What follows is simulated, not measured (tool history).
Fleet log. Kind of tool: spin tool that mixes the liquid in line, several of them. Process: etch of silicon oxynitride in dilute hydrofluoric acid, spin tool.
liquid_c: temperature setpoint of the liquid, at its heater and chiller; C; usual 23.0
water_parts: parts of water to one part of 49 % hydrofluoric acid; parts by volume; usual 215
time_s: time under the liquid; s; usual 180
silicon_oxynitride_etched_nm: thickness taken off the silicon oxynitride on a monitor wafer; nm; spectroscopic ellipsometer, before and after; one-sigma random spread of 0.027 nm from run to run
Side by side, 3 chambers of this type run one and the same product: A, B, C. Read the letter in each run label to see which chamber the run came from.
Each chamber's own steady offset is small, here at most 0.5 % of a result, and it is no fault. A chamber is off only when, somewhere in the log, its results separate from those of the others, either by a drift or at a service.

run	hour	liquid_c	water_parts	time_s	read-back film thickness of the silicon oxynitride reference wafer, read on the same gauge (nm)	silicon_oxynitride_etched_nm
1A	3.6	23.0	215	180	109.99	1.23980
2B	6.9	23.0	215	180	110.03	1.24250
3C	13.7	23.0	215	180	109.99	1.22850
4A	18.2	23.0	215	180	110.04	1.25030
5C	25.5	23.0	215	180	109.98	1.23300
6B	31.4	23.0	215	180	109.96	1.28550
7C	34.9	23.0	215	180	110.01	1.24970
8B	38.8	23.0	175	95	110.02	0.82429
9A	42.7	23.0	175	95	110.03	0.79865
10A	47.8	23.0	175	95	110.01	0.86015
11C	52.4	23.0	215	180	110.01	1.24770
12B	59.6	18.5	130	180	109.97	1.72150
13A	63.8	18.5	130	180	110.00	1.80080
14C	70.0	18.5	130	180	110.00	1.80720
15B	76.3	18.5	130	180	109.99	1.75020
16A	82.6	18.5	130	180	110.02	1.76320
17C	89.0	18.5	130	180	110.00	1.80450
18B	93.3	23.0	215	180	110.03	1.23690
19C	97.3	23.0	215	180	109.98	1.30130
20A	101.8	23.0	215	180	110.03	1.25750
21B	107.6	19.5	165	180	109.97	1.41970
22C	112.6	19.5	165	180	109.98	1.46260
23A	115.8	19.5	165	180	110.00	1.46350
24B	123.1	23.0	215	180	110.02	1.22410
25C	130.2	23.0	215	180	110.00	1.26160
26A	135.2	23.0	215	180	109.99	1.25440
27B	138.8	23.0	215	180	109.99	1.24810
28C	143.4	23.0	260	180	109.94	0.96272

All chambers now run identical settings, listed one chamber a line with results as question marks. What results will each chamber show?
29A	148.8	23.0	215	180		?
29B	148.8	23.0	215	180		?
29C	148.8	23.0	215	180		?

run	silicon_oxynitride_etched_nm
29A	1.26790
29B	1.22980
29C	1.31050

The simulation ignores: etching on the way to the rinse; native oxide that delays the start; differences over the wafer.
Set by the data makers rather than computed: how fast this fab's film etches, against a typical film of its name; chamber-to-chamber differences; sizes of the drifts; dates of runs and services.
